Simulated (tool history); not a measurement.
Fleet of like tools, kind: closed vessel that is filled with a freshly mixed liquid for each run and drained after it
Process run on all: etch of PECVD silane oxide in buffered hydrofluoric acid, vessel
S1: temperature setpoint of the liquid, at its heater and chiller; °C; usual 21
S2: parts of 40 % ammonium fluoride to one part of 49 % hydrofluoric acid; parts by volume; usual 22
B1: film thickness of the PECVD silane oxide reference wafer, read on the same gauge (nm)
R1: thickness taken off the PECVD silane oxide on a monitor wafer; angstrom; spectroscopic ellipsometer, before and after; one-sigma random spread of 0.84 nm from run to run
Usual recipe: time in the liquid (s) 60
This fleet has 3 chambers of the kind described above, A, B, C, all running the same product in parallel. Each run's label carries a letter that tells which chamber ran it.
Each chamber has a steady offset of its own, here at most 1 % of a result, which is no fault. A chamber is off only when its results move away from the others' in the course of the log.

run 1A hour=5 | S1=21 S2=22 time_in_the_liquid_(s)=60 | B1=50.007 | R1=1157.4
run 2B hour=8.2 | S1=21 S2=22 time_in_the_liquid_(s)=60 | B1=49.968 | R1=1172.1
run 3C hour=10.8 | S1=21 S2=22 time_in_the_liquid_(s)=60 | B1=49.983 | R1=1149.7
run 4C hour=14.1 | S1=21 S2=22 time_in_the_liquid_(s)=60 | B1=50.001 | R1=1161.9
run 5A hour=16.9 | S1=21 S2=22 time_in_the_liquid_(s)=60 | B1=50.003 | R1=1168.8
run 6B hour=21.8 | S1=21 S2=22 time_in_the_liquid_(s)=60 | B1=50.035 | R1=1166
run 7C hour=24.8 | S1=21 S2=22 time_in_the_liquid_(s)=60 | B1=50.02 | R1=1151.8
run 8B hour=28.6 | S1=21 S2=22 time_in_the_liquid_(s)=60 | B1=50.011 | R1=1154.7
run 9A hour=32.2 | S1=21 S2=22 time_in_the_liquid_(s)=60 | B1=50 | R1=1159.2
run 10C hour=37.1 | S1=21 S2=22 time_in_the_liquid_(s)=30 | B1=50.021 | R1=574.1
run 11B hour=40 | S1=21 S2=22 time_in_the_liquid_(s)=30 | B1=50.003 | R1=576.42
run 12A hour=42.8 | S1=21 S2=22 time_in_the_liquid_(s)=30 | B1=49.993 | R1=577.23
run 13C hour=46.8 | S1=21 S2=22 time_in_the_liquid_(s)=60 | B1=49.996 | R1=1178
run 14A hour=49.5 | S1=21 S2=22 time_in_the_liquid_(s)=60 | B1=49.998 | R1=1152.5
run 15B hour=52.4 | S1=21 S2=22 time_in_the_liquid_(s)=60 | B1=49.992 | R1=1139.5
run 16C hour=57.5 | S1=21 S2=22 time_in_the_liquid_(s)=60 | B1=50.032 | R1=1159.1
run 17B hour=60.3 | S1=21 S2=22 time_in_the_liquid_(s)=60 | B1=49.989 | R1=1149.5
run 18A hour=63 | S1=21 S2=22 time_in_the_liquid_(s)=60 | B1=50.004 | R1=1166.5
run 19B hour=65.2 | S1=21 S2=22 time_in_the_liquid_(s)=60 | B1=50.001 | R1=1154.5
run 20C hour=70.3 | S1=21 S2=22 time_in_the_liquid_(s)=60 | B1=50.017 | R1=1151.1
run 21A hour=74.1 | S1=21 S2=22 time_in_the_liquid_(s)=60 | B1=50.001 | R1=1158.7
run 22B hour=77.7 | S1=21 S2=13.5 time_in_the_liquid_(s)=60 | B1=50.014 | R1=1828.2
run 23A hour=81.9 | S1=21 S2=13.5 time_in_the_liquid_(s)=60 | B1=50.014 | R1=1841.9
run 24C hour=84.2 | S1=21 S2=13.5 time_in_the_liquid_(s)=60 | B1=50.015 | R1=1795.5
run 25B hour=88.5 | S1=21 S2=22 time_in_the_liquid_(s)=60 | B1=50.023 | R1=1150.9
run 26A hour=93.2 | S1=18 S2=15.5 time_in_the_liquid_(s)=60 | B1=49.984 | R1=1351.2
run 27C hour=96.8 | S1=18 S2=15.5 time_in_the_liquid_(s)=60 | B1=49.977 | R1=1340.7
run 28C hour=99.7 | S1=18 S2=15.5 time_in_the_liquid_(s)=60 | B1=50.028 | R1=1319.4
run 29A hour=102.2 | S1=21 S2=22 time_in_the_liquid_(s)=60 | B1=50.005 | R1=1151.6
run 30B hour=106.8 | S1=21 S2=22 time_in_the_liquid_(s)=60 | B1=50.016 | R1=1161.1
run 31C hour=109.2 | S1=21 S2=22 time_in_the_liquid_(s)=85 | B1=50.003 | R1=1624.5
run 32A hour=113.2 | S1=21 S2=22 time_in_the_liquid_(s)=85 | B1=50.026 | R1=1614.6
run 33B hour=118.1 | S1=21 S2=22 time_in_the_liquid_(s)=85 | B1=49.991 | R1=1614.4
run 34B hour=120.6 | S1=21 S2=22 time_in_the_liquid_(s)=60 | B1=49.977 | R1=1155
run 35A hour=124 | S1=25 S2=22 time_in_the_liquid_(s)=60 | B1=49.989 | R1=1441.2
run 36C hour=126.3 | S1=25 S2=22 time_in_the_liquid_(s)=60 | B1=50.009 | R1=1445.9
run 37C hour=129.8 | S1=25 S2=22 time_in_the_liquid_(s)=60 | B1=49.992 | R1=1451
run 38A hour=134.5 | S1=21 S2=22 time_in_the_liquid_(s)=60 | B1=50.004 | R1=1158.7
run 39B hour=138.6 | S1=21 S2=22 time_in_the_liquid_(s)=60 | B1=49.979 | R1=1156.3

Is one chamber off against the others, does the gauge drift, or is nothing wrong? If a chamber is off, say which, and what the likeliest cause is.

Nothing is wrong: each chamber keeps only its own small, steady offset and the gauge holds still.

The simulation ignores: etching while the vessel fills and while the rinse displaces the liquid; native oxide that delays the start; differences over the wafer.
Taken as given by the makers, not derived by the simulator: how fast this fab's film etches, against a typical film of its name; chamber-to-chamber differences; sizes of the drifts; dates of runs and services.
